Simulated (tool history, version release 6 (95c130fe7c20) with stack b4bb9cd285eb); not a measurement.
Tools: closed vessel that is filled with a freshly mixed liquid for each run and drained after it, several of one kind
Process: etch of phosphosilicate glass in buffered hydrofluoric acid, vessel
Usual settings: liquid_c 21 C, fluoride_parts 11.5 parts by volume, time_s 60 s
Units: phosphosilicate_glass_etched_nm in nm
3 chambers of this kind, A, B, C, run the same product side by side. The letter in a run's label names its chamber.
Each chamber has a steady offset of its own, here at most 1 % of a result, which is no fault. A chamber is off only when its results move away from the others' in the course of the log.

run,hour,liquid_c,fluoride_parts,time_s,hours since the thermometer was replaced,hours since the hydrofluoric acid flow meter was replaced,"read-back film thickness of the phosphosilicate glass reference wafer, read on the same gauge (nm)",phosphosilicate_glass_etched_nm
1C,11.3,21,11.5,60,68.3,477.8,149.99,152.87
2B,24.5,21,11.5,60,2038.3,354.2,150.01,151.97
3A,37.1,21,11.5,60,564.3,104.2,149.99,153.29
4C,47.1,21,11.5,60,104.1,513.6,149.98,153.5
5B,57.9,21,11.5,60,2071.7,387.6,150.01,152.74
6A,66,21,11.5,60,593.2,133.1,150,151.73
7B,80.5,21,11.5,60,2094.3,410.2,149.96,151.5
8C,93.4,22.5,11.5,35,150.4,559.9,150.03,97.656
9A,107.1,22.5,11.5,35,634.3,174.2,150.04,97.411
10A,120,22.5,11.5,35,647.2,187.1,149.96,97.005
11B,129.3,21,11.5,60,2143.1,459,150.01,150.93
12C,137.9,21,11.5,60,194.9,604.4,150.01,155.1
13A,145.2,21,11.5,60,672.4,212.3,149.99,153.45
14B,152.5,21,11.5,60,2166.3,482.2,149.97,151.9
15C,166.8,21,11.5,60,223.8,633.3,150,152.41
16C,180.9,21,11.5,60,237.9,647.4,149.95,152.56
17A,194.2,21,11.5,60,721.4,261.3,149.99,152.72
18B,204.9,21,11.5,60,2218.7,534.6,150,152.79
19B,215,21,11.5,60,2228.8,544.7,150.01,152.72
20A,225.6,21,11.5,60,752.8,292.7,150.03,152.86
21C,232.4,21,11.5,60,289.4,698.9,149.99,152.68
22A,242.5,21,11.5,60,769.7,309.6,150.04,152.06
23B,250.8,21,11.5,60,2264.6,580.5,150,150.98
24C,262.9,21,14,60,319.9,729.4,150.02,126.41
25B,269.6,21,14,60,2283.4,599.3,149.99,123.99
26A,280.3,21,14,60,807.5,347.4,149.99,126.11
27C,289.7,21,11.5,60,346.7,756.2,150.02,152.4
28B,303.3,23.5,7.5,60,2317.1,633,149.99,257.14
29C,312.9,23.5,7.5,60,369.9,779.4,150.03,264.6
30A,323.1,23.5,7.5,60,850.3,390.2,150.02,262.25
31A,337,21,11.5,60,864.2,404.1,150,151.66
32C,349.8,21,11.5,60,406.8,816.3,150.02,154.68
33B,364,21,11.5,60,2377.8,693.7,150.02,151.4
# hour 369.6: chamber A: hydrofluoric acid flow meter replaced
34C,371.9,21,11.5,60,428.9,838.4,149.97,153.42
35B,382.7,21,11.5,60,2396.5,712.4,150.01,152.91
36A,397.6,21,11.5,60,924.8,28.1,149.98,152.83
37C,409.9,21,11.5,60,466.9,876.4,149.99,152.6
38A,420.4,21,11.5,60,947.6,50.9,149.99,151.95

What goes on in this fleet: one chamber off, a drifting gauge, or nothing beyond the chambers' own small offsets? Name the chamber and the cause, if any.

No chamber stands off beyond its own small offset, and the gauge holds steady.
